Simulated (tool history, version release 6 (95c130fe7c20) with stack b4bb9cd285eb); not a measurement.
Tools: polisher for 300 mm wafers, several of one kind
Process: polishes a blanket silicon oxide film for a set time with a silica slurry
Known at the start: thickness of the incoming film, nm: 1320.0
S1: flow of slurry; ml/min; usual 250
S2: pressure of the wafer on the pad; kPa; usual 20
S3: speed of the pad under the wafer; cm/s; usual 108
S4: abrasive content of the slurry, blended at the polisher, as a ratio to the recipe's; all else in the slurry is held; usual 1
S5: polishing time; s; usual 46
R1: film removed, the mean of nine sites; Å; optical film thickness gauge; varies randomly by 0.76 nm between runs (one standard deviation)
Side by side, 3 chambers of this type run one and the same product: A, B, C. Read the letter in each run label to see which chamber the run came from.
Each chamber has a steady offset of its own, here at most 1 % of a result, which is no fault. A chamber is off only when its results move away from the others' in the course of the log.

run	hour	S1	S2	S3	S4	S5	R1
# hour 1.6: chamber C: slurry nozzle cleaned
1B	4.1	250	20	108	1	46	890.52
# hour 6.6: chamber B: worn pad replaced by a new one
2A	7.5	250	20	108	1	46	885.58
3C	11	250	20	108	1	46	884.27
# hour 13.4: chamber A: worn pad replaced by a new one
4B	15.5	250	20	108	1	46	894.38
5C	17.9	250	20	108	1	46	900.46
# hour 18.4: chamber A: slurry blender recalibrated
6A	21.4	250	20	108	1	46	898.63
7B	24	250	23.4	108	1	60	1369.6
8A	28.3	250	23.4	108	1	60	1345
9C	31.3	250	23.4	108	1	60	1340.4
10B	36.3	250	20	108	1	46	897.6
11A	41.5	250	20	108	1	46	882.2
12C	45.5	250	20	108	1	46	897.36
13A	50.9	250	20	108	1	46	887.58
# hour 52.2: chamber A: head pressure recalibrated
# hour 54: chamber C: conditioning disc replaced and pad reconditioned
14B	55.7	250	20	108	1	46	900.53
15C	60.1	250	20	108	1	46	874.74
# hour 63.1: chamber C: slurry blender recalibrated
# hour 63.7: chamber C: worn pad replaced by a new one
16A	64.3	250	20	108	1	46	812.31
17C	67.8	250	20	108	1	46	900.1
18B	71.8	250	20	108	1	46	890.08
# hour 73: chamber A: worn pad replaced by a new one
19B	76.8	250	20	108	1	46	899.64
20C	80.7	165	13.8	108	1	46	572.92
21A	85.5	165	13.8	108	1	46	533.98
# hour 85.8: chamber B: worn pad replaced by a new one
22A	88.2	165	13.8	108	1	46	523.01
23C	92.8	250	20	108	1	46	879.66
24B	96.7	250	20	108	1	46	892.88
# hour 97.3: chamber B: slurry blender recalibrated
25B	100.5	250	20	108	1	46	904.08
26A	104.1	250	20	108	1	46	804.4
27C	107.1	250	20	108	1	46	888.52
28A	110.8	250	20	108	1	46	805.03
29C	114.3	320	20	140	1	46	1110.2
30B	119.1	320	20	140	1	46	1126.5

For the next run the whole fleet of 3 chambers uses the same settings. Give each chamber's results:
31A	122.9	250	20	108	1	41	?
31B	122.9	250	20	108	1	41	?
31C	122.9	250	20	108	1	41	?

run	R1
31A	712.08
31B	788.76
31C	793.21

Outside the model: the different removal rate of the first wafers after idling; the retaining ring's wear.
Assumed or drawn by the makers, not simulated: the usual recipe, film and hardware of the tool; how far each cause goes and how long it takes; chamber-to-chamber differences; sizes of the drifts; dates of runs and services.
